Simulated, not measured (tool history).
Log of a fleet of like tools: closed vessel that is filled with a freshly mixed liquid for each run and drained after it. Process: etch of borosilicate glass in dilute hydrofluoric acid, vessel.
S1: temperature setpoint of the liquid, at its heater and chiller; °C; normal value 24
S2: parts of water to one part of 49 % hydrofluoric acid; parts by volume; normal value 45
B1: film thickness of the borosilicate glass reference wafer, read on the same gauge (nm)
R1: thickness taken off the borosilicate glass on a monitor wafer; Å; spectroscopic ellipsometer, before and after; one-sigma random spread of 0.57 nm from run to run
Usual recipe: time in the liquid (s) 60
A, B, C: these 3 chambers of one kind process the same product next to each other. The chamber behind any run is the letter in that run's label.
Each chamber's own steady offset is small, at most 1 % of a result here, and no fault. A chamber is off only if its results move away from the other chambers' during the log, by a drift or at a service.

Run 1B, hour 4.3: usual settings; B1 110. Result: R1 625.67 Å.
Run 2A, hour 8: usual settings; B1 109.98. Result: R1 618.26 Å.
Run 3C, hour 12.6: usual settings; B1 109.99. Result: R1 629.4 Å.
Run 4B, hour 16.4: usual settings; B1 110. Result: R1 621.77 Å.
Run 5C, hour 23.2: usual settings; B1 110.01. Result: R1 630.1 Å.
Run 6A, hour 30.1: usual settings; B1 109.97. Result: R1 628.59 Å.
Run 7B, hour 33.6: usual settings; B1 110.01. Result: R1 625.2 Å.
Run 8A, hour 40.1: usual settings; B1 110.03. Result: R1 621.66 Å.
Run 9C, hour 44: usual settings; B1 110.01. Result: R1 620.21 Å.
Run 10C, hour 49.1: usual settings but S1 28 °C, time in the liquid (s) 35; B1 109.99. Result: R1 415.83 Å.
Run 11B, hour 52.7: usual settings but S1 28 °C, time in the liquid (s) 35; B1 110. Result: R1 429.12 Å.
Run 12A, hour 56.2: usual settings but S1 28 °C, time in the liquid (s) 35; B1 109.99. Result: R1 422.15 Å.
Run 13B, hour 62.4: usual settings; B1 110.02. Result: R1 626.86 Å.
Run 14A, hour 65.9: usual settings; B1 109.98. Result: R1 629.87 Å.
Run 15C, hour 68.9: usual settings; B1 110.02. Result: R1 597.92 Å.
Run 16C, hour 75.5: usual settings; B1 110. Result: R1 603.63 Å.
Run 17B, hour 80.7: usual settings; B1 110.01. Result: R1 612.47 Å.
Run 18A, hour 87: usual settings; B1 110.02. Result: R1 620.98 Å.
Run 19A, hour 90.9: usual settings; B1 110.02. Result: R1 614.01 Å.
Run 20C, hour 96: usual settings but time in the liquid (s) 40; B1 110. Result: R1 390.49 Å.
Run 21B, hour 99.7: usual settings but time in the liquid (s) 40; B1 110.01. Result: R1 414.39 Å.
Run 22B, hour 103.8: usual settings but time in the liquid (s) 40; B1 110.01. Result: R1 412.48 Å.
Run 23A, hour 108.4: usual settings; B1 110.04. Result: R1 623.82 Å.
Run 24C, hour 113.9: usual settings; B1 109.98. Result: R1 574.57 Å.
Run 25A, hour 117.3: usual settings but time in the liquid (s) 45; B1 109.99. Result: R1 456.15 Å.
At hour 118.2: chamber B: thermometer replaced.
Run 26B, hour 122.9: usual settings but time in the liquid (s) 45; B1 109.98. Result: R1 476.06 Å.
Run 27C, hour 129.8: usual settings but time in the liquid (s) 45; B1 110. Result: R1 425.21 Å.

Which is it: a chamber that has drifted or been left off by a service, a gauge drift common to all chambers, or only each chamber's usual small offset? If a chamber is off, name it and its likeliest cause.

One chamber, C, drifts off from the rest bit by bit.
What lies behind it: hydrofluoric acid flow below the setpoint (%) = 8.44.
It could be hard to tell apart here from: liquid colder than its thermometer reads (K).

Here are 4 candidates for chamber C's next run, each the usual settings with a change, their results left as question marks. Which one brings its results back in line with what the others give on the usual settings?
In-line tolerance around the mean of the other chambers on the usual settings: R1 20 Å
Run 28C-1, hour 134.8: usual settings but S1 24.5 °C. Result: R1 ?.
Run 28C-2, hour 134.8: usual settings but S1 22 °C. Result: R1 ?.
Run 28C-3, hour 134.8: usual settings but time in the liquid (s) 65. Result: R1 ?.
Run 28C-4, hour 134.8: usual settings but S1 23.5 °C. Result: R1 ?.

On the usual settings, the other chambers give on average: R1 624.12 Å
  run      R1
28C-1   581.6
28C-2  524.39
28C-3  617.26
28C-4  558.14
28C-3 puts the chamber back in line with the other chambers.
